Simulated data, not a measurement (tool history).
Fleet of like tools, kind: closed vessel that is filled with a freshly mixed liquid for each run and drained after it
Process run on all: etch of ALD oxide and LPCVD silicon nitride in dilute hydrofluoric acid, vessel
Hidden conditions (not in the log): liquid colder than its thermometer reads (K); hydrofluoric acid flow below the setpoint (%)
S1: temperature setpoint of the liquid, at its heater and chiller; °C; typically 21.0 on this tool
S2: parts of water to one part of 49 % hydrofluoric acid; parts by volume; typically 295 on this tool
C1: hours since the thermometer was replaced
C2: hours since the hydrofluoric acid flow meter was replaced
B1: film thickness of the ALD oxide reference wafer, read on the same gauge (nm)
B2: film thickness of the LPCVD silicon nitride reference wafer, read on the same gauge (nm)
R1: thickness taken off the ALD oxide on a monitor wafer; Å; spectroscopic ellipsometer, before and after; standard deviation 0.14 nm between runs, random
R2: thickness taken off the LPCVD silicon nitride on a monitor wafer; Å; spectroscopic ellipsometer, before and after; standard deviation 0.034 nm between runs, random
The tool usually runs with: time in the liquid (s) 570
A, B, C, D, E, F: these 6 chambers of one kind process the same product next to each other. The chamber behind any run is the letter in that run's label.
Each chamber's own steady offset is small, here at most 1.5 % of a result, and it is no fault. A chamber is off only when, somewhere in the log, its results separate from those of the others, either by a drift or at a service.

Run 1A, hour 8.3: usual settings; C1 1124.0; C2 317.1; B1 70.000; B2 59.988. Result: R1 316.23 Å, R2 9.2942 Å.
Run 2C, hour 20.3: usual settings; C1 1488.3; C2 1185.9; B1 69.976; B2 60.016. Result: R1 314.79 Å, R2 9.0808 Å.
Run 3B, hour 25.8: usual settings; C1 200.5; C2 352.4; B1 69.987; B2 60.009. Result: R1 316.74 Å, R2 9.5380 Å.
Run 4E, hour 32.8: usual settings; C1 2082.3; C2 111.3; B1 69.997; B2 59.993. Result: R1 315.91 Å, R2 9.6519 Å.
Run 5F, hour 39.3: usual settings; C1 636.6; C2 911.9; B1 69.998; B2 59.996. Result: R1 310.02 Å, R2 9.7277 Å.
Run 6D, hour 50.2: usual settings; C1 52.1; C2 1136.1; B1 69.981; B2 59.997. Result: R1 314.91 Å, R2 9.4833 Å.
Run 7C, hour 57.2: usual settings but S2 175 parts by volume; C1 1525.2; C2 1222.8; B1 70.006; B2 59.990. Result: R1 584.93 Å, R2 15.3460 Å.
Run 8F, hour 66.7: usual settings but S2 175 parts by volume; C1 664.0; C2 939.3; B1 69.994; B2 60.001. Result: R1 593.62 Å, R2 16.2700 Å.
Run 9E, hour 77.8: usual settings but S2 175 parts by volume; C1 2127.3; C2 156.3; B1 69.986; B2 60.004. Result: R1 595.54 Å, R2 16.6130 Å.
Run 10B, hour 88.2: usual settings but S2 175 parts by volume; C1 262.9; C2 414.8; B1 70.017; B2 60.017. Result: R1 602.20 Å, R2 15.1510 Å.
At hour 89.4: chamber C: hydrofluoric acid flow meter replaced.
Run 11D, hour 97.6: usual settings but S2 175 parts by volume; C1 99.5; C2 1183.5; B1 70.025; B2 59.995. Result: R1 603.91 Å, R2 16.0940 Å.
Run 12A, hour 107.9: usual settings but S2 175 parts by volume; C1 1223.6; C2 416.7; B1 69.975; B2 60.017. Result: R1 601.12 Å, R2 15.8130 Å.
Run 13E, hour 113.8: usual settings; C1 2163.3; C2 192.3; B1 69.985; B2 59.956. Result: R1 316.38 Å, R2 9.1267 Å.
Run 14B, hour 124.2: usual settings; C1 298.9; C2 450.8; B1 70.000; B2 60.013. Result: R1 316.95 Å, R2 9.1793 Å.
Run 15D, hour 135.1: usual settings; C1 137.0; C2 1221.0; B1 69.985; B2 59.997. Result: R1 314.02 Å, R2 9.6547 Å.
Run 16F, hour 146.3: usual settings; C1 743.6; C2 1018.9; B1 70.011; B2 59.989. Result: R1 314.05 Å, R2 9.0620 Å.
Run 17A, hour 156.0: usual settings; C1 1271.7; C2 464.8; B1 70.033; B2 59.991. Result: R1 313.70 Å, R2 9.9419 Å.
Run 18C, hour 167.8: usual settings; C1 1635.8; C2 78.4; B1 69.986; B2 60.021. Result: R1 311.87 Å, R2 8.9636 Å.
At hour 176.7: chamber C: thermometer replaced.
Run 19E, hour 177.6: usual settings; C1 2227.1; C2 256.1; B1 69.992; B2 59.975. Result: R1 314.83 Å, R2 9.9204 Å.
Run 20F, hour 188.5: usual settings; C1 785.8; C2 1061.1; B1 69.992; B2 59.984. Result: R1 308.06 Å, R2 9.0570 Å.
Run 21D, hour 196.6: usual settings; C1 198.5; C2 1282.5; B1 70.019; B2 60.035. Result: R1 313.95 Å, R2 9.7228 Å.
Run 22A, hour 205.7: usual settings but S1 24.5 °C, S2 345 parts by volume; C1 1321.4; C2 514.5; B1 70.016; B2 60.021. Result: R1 287.76 Å, R2 9.9708 Å.
Run 23C, hour 215.1: usual settings but S1 24.5 °C, S2 345 parts by volume; C1 38.4; C2 125.7; B1 69.992; B2 60.002. Result: R1 286.97 Å, R2 10.0870 Å.
Run 24B, hour 221.2: usual settings but S1 24.5 °C, S2 345 parts by volume; C1 395.9; C2 547.8; B1 70.000; B2 60.004. Result: R1 291.74 Å, R2 10.0240 Å.
Run 25E, hour 231.0: usual settings but S1 24.5 °C, S2 345 parts by volume; C1 2280.5; C2 309.5; B1 69.991; B2 59.987. Result: R1 289.82 Å, R2 10.0710 Å.
Run 26A, hour 238.4: usual settings but S1 24.5 °C, S2 345 parts by volume; C1 1354.1; C2 547.2; B1 70.016; B2 59.994. Result: R1 286.83 Å, R2 9.9366 Å.
Run 27F, hour 246.9: usual settings but S1 24.5 °C, S2 345 parts by volume; C1 844.2; C2 1119.5; B1 69.982; B2 59.987. Result: R1 286.01 Å, R2 10.5060 Å.
Run 28C, hour 253.3: usual settings; C1 76.6; C2 163.9; B1 69.993; B2 60.010. Result: R1 315.49 Å, R2 9.2145 Å.
Run 29D, hour 264.2: usual settings; C1 266.1; C2 1350.1; B1 69.989; B2 59.998. Result: R1 312.82 Å, R2 9.7554 Å.
Run 30B, hour 270.8: usual settings but S1 17.5 °C; C1 445.5; C2 597.4; B1 70.015; B2 59.962. Result: R1 278.45 Å, R2 7.8365 Å.
Run 31A, hour 282.4: usual settings but S1 17.5 °C; C1 1398.1; C2 591.2; B1 69.979; B2 60.026. Result: R1 276.16 Å, R2 7.3814 Å.
Run 32F, hour 288.7: usual settings but S1 17.5 °C; C1 886.0; C2 1161.3; B1 69.992; B2 59.982. Result: R1 275.06 Å, R2 7.7519 Å.
Run 33B, hour 299.8: usual settings but S1 17.5 °C; C1 474.5; C2 626.4; B1 70.000; B2 59.972. Result: R1 277.43 Å, R2 7.4787 Å.
Run 34E, hour 305.2: usual settings but S1 17.5 °C; C1 2354.7; C2 383.7; B1 70.018; B2 59.999. Result: R1 278.85 Å, R2 7.3094 Å.
Run 35C, hour 311.5: usual settings but S1 17.5 °C; C1 134.8; C2 222.1; B1 69.981; B2 59.976. Result: R1 277.84 Å, R2 7.4011 Å.
Run 36D, hour 320.1: usual settings; C1 322.0; C2 1406.0; B1 69.986; B2 60.019. Result: R1 313.62 Å, R2 9.3633 Å.

All 6 chambers run these settings next. Forecast each chamber's results:
Run 37A, hour 329.1: usual settings. Result: R1 ?, R2 ?.
Run 37B, hour 329.1: usual settings. Result: R1 ?, R2 ?.
Run 37C, hour 329.1: usual settings. Result: R1 ?, R2 ?.
Run 37D, hour 329.1: usual settings. Result: R1 ?, R2 ?.
Run 37E, hour 329.1: usual settings. Result: R1 ?, R2 ?.
Run 37F, hour 329.1: usual settings. Result: R1 ?, R2 ?.

run      R1      R2
37A  313.17  9.0947
37B  316.17  9.7287
37C  313.61  9.7020
37D  315.24  9.8022
37E  313.35  9.1835
37F  310.24  9.6326

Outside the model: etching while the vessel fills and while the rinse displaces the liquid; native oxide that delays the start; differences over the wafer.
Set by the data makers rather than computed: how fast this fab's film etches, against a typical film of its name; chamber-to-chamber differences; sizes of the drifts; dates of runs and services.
